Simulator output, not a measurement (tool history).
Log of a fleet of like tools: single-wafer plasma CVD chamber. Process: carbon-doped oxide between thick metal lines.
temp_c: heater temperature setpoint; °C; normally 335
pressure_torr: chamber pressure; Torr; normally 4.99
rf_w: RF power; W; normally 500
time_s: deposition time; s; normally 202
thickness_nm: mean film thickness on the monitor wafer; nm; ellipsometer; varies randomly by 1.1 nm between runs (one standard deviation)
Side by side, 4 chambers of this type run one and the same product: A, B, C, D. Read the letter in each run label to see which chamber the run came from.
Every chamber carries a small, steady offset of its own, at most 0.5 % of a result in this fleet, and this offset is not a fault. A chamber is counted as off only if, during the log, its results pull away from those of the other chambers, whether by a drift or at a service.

run   hour  temp_c  pressure_torr  rf_w  time_s  read-back reference wafer on the same gauge, thickness_nm  thickness_nm
 1D    9.7     335           4.99   500     202                                                       1250          1058
 2A     15     335           4.99   500     202                                                     1250.6        1059.6
 3C   21.1     335           4.99   500     202                                                     1250.5        1063.2
 4B     30     335           4.99   500     202                                                     1250.5        1057.6
 5A   35.5     335           4.99   500     202                                                     1250.5          1058
 6B   41.4     335           4.99   500     202                                                     1250.5        1058.3
 7D   47.6     335           4.99   500     202                                                     1250.7        1058.1
 8C   56.1     335           4.99   500     202                                                     1250.7        1066.2
 9A   64.6     335           4.99   500     202                                                       1251        1060.1
10C   73.1     335           4.99   500     202                                                     1251.2        1062.9
11D   79.3     335           4.99   500     202                                                     1251.5        1059.5
12B   89.9     335           4.99   500     202                                                     1251.5        1058.4
13A   95.7     335           4.99   500     202                                                     1251.5        1060.3
14B  104.4     335           4.99   500     202                                                     1251.7        1060.8
15C  113.4     335           4.99   500     202                                                       1252        1064.7
16D  122.8     335           4.99   500     202                                                       1252          1060
17C  131.6     335           4.99   500     202                                                     1252.3        1065.2
18D  138.3     335           4.99   500     202                                                     1251.9        1057.9
19B  147.2     335           4.99   500     202                                                     1252.6        1061.2
20A  153.8     335           4.99   500     202                                                     1252.8        1060.4
21C    163     335           4.99   500     202                                                     1252.9        1065.8
22D  172.4     335           4.99   500     202                                                     1252.9        1060.1
23A    180     335           4.99   500     202                                                     1252.8        1060.8
24B  187.3     335           4.99   440     170                                                     1253.3        820.64
25D  192.3     335           4.99   440     170                                                     1253.1        819.16
26C  202.1     335           4.99   440     170                                                     1253.3        825.77
27B  211.9     335           4.99   440     170                                                     1253.6        821.39
28A    219     335           4.99   500     202                                                     1253.4        1059.4
29C  228.6     335           4.99   500     202                                                     1253.6        1064.6
30D  233.6     335           4.99   500     202                                                     1253.7        1059.3
     236.8  -- chamber B: thermocouple changed; heater temperature recalibrated
31A    244     335           4.99   500     202                                                       1254        1061.7
32B  252.8     335           4.99   500     202                                                     1254.2        1061.8
     255.6  -- chamber D: RF generator calibrated
33A  261.3     335           4.99   500     202                                                     1254.3        1063.5
34C  266.6     335           4.99   535     180                                                     1254.7        991.94
35D  277.3     335           4.99   535     180                                                     1254.9        986.89
36B  283.8     335           4.99   535     180                                                     1254.7        987.29
37C  289.3     335           4.99   535     180                                                     1254.9        991.31
38A  299.9     335           4.99   500     202                                                     1255.1        1062.2
39D  307.3     335           4.99   500     202                                                     1255.1        1058.9

The same settings go to every chamber for the next run, one line per chamber below. Forecast the results for each:
40A  315.1     335           4.99   500     202                                                                        ?
40B  315.1     335           4.99   500     202                                                                        ?
40C  315.1     335           4.99   500     202                                                                        ?
40D  315.1     335           4.99   500     202                                                                        ?

run  thickness_nm
40A        1061.3
40B        1064.7
40C        1067.2
40D        1062.8
